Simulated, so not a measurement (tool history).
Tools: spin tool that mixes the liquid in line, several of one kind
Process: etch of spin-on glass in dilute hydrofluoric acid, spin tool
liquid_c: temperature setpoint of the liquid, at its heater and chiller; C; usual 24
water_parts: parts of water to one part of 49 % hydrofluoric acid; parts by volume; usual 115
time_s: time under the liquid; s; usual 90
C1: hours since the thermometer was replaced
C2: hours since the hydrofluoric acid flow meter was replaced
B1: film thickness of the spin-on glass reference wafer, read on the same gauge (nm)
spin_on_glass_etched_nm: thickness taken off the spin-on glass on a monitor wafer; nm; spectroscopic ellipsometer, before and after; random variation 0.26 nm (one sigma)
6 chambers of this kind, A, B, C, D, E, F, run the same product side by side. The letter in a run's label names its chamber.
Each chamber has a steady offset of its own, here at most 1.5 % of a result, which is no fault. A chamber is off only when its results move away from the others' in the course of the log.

Run 1B, day 0.425: usual settings; C1 1240.9; C2 183; B1 90.008. Result: spin_on_glass_etched_nm 38.451 nm.
Run 2C, day 0.654: usual settings; C1 947.2; C2 401.3; B1 89.981. Result: spin_on_glass_etched_nm 38.248 nm.
Run 3E, day 0.875: usual settings; C1 441.9; C2 2413.9; B1 90.003. Result: spin_on_glass_etched_nm 37.921 nm.
Run 4F, day 1.192: usual settings; C1 146.2; C2 243.3; B1 89.97. Result: spin_on_glass_etched_nm 37.635 nm.
Run 5D, day 1.612: usual settings; C1 538.2; C2 844.4; B1 90.031. Result: spin_on_glass_etched_nm 37.89 nm.
Run 6A, day 1.917: usual settings; C1 2612.4; C2 776.2; B1 89.986. Result: spin_on_glass_etched_nm 37.769 nm.
Run 7D, day 2.279: usual settings; C1 554.2; C2 860.4; B1 90.004. Result: spin_on_glass_etched_nm 37.98 nm.
Run 8E, day 2.642: usual settings; C1 484.3; C2 2456.3; B1 90.001. Result: spin_on_glass_etched_nm 37.728 nm.
Run 9B, day 2.983: usual settings; C1 1302.3; C2 244.4; B1 90.009. Result: spin_on_glass_etched_nm 37.433 nm.
Run 10F, day 3.288: usual settings; C1 196.5; C2 293.6; B1 90.002. Result: spin_on_glass_etched_nm 37.553 nm.
Run 11C, day 3.75: usual settings but liquid_c 20 C; C1 1021.5; C2 475.6; B1 89.994. Result: spin_on_glass_etched_nm 32.844 nm.
Run 12A, day 3.996: usual settings but liquid_c 20 C; C1 2662.3; C2 826.1; B1 90.011. Result: spin_on_glass_etched_nm 32.16 nm.
At day 4.029: chamber C: hydrofluoric acid flow meter replaced.
Run 13E, day 4.233: usual settings but liquid_c 20 C; C1 522.5; C2 2494.5; B1 90.001. Result: spin_on_glass_etched_nm 32.325 nm.
Run 14A, day 4.508: usual settings but liquid_c 20 C; C1 2674.6; C2 838.4; B1 90.006. Result: spin_on_glass_etched_nm 31.899 nm.
Run 15C, day 4.871: usual settings but liquid_c 20 C; C1 1048.4; C2 20.2; B1 89.993. Result: spin_on_glass_etched_nm 32.854 nm.
At day 5.133: chamber E: hydrofluoric acid flow meter replaced.
Run 16B, day 5.283: usual settings but liquid_c 20 C; C1 1357.5; C2 299.6; B1 90.008. Result: spin_on_glass_etched_nm 32.684 nm.
Run 17F, day 5.7: usual settings; C1 254.4; C2 351.5; B1 89.99. Result: spin_on_glass_etched_nm 37.675 nm.
Run 18D, day 6.067: usual settings; C1 645.1; C2 951.3; B1 89.982. Result: spin_on_glass_etched_nm 37.99 nm.
Run 19E, day 6.329: usual settings; C1 572.8; C2 28.7; B1 89.999. Result: spin_on_glass_etched_nm 37.971 nm.
Run 20A, day 6.742: usual settings; C1 2728.2; C2 892; B1 90. Result: spin_on_glass_etched_nm 38.077 nm.
Run 21F, day 7.146: usual settings; C1 289.1; C2 386.2; B1 89.991. Result: spin_on_glass_etched_nm 37.218 nm.
At day 7.571: chamber A: thermometer replaced.
Run 22B, day 7.588: usual settings; C1 1412.8; C2 354.9; B1 89.994. Result: spin_on_glass_etched_nm 37.633 nm.
Run 23C, day 7.892: usual settings; C1 1120.9; C2 92.7; B1 90. Result: spin_on_glass_etched_nm 38.647 nm.
Run 24D, day 8.262: usual settings; C1 697.8; C2 1004; B1 90.018. Result: spin_on_glass_etched_nm 37.712 nm.
Run 25D, day 8.588: usual settings; C1 705.6; C2 1011.8; B1 89.982. Result: spin_on_glass_etched_nm 37.506 nm.
Run 26E, day 8.962: usual settings but water_parts 85 parts by volume, time_s 65 s; C1 636; C2 91.9; B1 89.992. Result: spin_on_glass_etched_nm 38.647 nm.
Run 27B, day 9.312: usual settings but water_parts 85 parts by volume, time_s 65 s; C1 1454.2; C2 396.3; B1 90.003. Result: spin_on_glass_etched_nm 36.768 nm.
Run 28F, day 9.621: usual settings but water_parts 85 parts by volume, time_s 65 s; C1 348.5; C2 445.6; B1 90.003. Result: spin_on_glass_etched_nm 38.369 nm.
Run 29C, day 10.067: usual settings but water_parts 85 parts by volume, time_s 65 s; C1 1173.1; C2 144.9; B1 89.999. Result: spin_on_glass_etched_nm 38.817 nm.
Run 30A, day 10.304: usual settings but water_parts 85 parts by volume, time_s 65 s; C1 65.6; C2 977.5; B1 90.002. Result: spin_on_glass_etched_nm 38.901 nm.
Run 31B, day 10.538: usual settings but water_parts 85 parts by volume, time_s 65 s; C1 1483.6; C2 425.7; B1 89.991. Result: spin_on_glass_etched_nm 36.212 nm.
Run 32E, day 10.829: usual settings; C1 680.8; C2 136.7; B1 90.01. Result: spin_on_glass_etched_nm 37.899 nm.
Run 33C, day 11.2: usual settings; C1 1200.3; C2 172.1; B1 90.013. Result: spin_on_glass_etched_nm 38.36 nm.
Run 34D, day 11.45: usual settings; C1 774.3; C2 1080.5; B1 90.003. Result: spin_on_glass_etched_nm 38.055 nm.
Run 35A, day 11.867: usual settings; C1 103.1; C2 1015; B1 90.015. Result: spin_on_glass_etched_nm 38.262 nm.
Run 36F, day 12.338: usual settings; C1 413.7; C2 510.8; B1 90.003. Result: spin_on_glass_etched_nm 37.682 nm.
Run 37A, day 12.662: usual settings; C1 122.2; C2 1034.1; B1 90.024. Result: spin_on_glass_etched_nm 37.881 nm.
Run 38B, day 12.883: usual settings; C1 1539.9; C2 482; B1 89.993. Result: spin_on_glass_etched_nm 35.189 nm.

All 6 chambers run these settings next. Forecast each chamber's results:
Run 39A, day 13.217: usual settings. Result: spin_on_glass_etched_nm ?.
Run 39B, day 13.217: usual settings. Result: spin_on_glass_etched_nm ?.
Run 39C, day 13.217: usual settings. Result: spin_on_glass_etched_nm ?.
Run 39D, day 13.217: usual settings. Result: spin_on_glass_etched_nm ?.
Run 39E, day 13.217: usual settings. Result: spin_on_glass_etched_nm ?.
Run 39F, day 13.217: usual settings. Result: spin_on_glass_etched_nm ?.

run  spin_on_glass_etched_nm
39A                   37.587
39B                   34.904
39C                   38.248
39D                   37.391
39E                   38.007
39F                   37.813
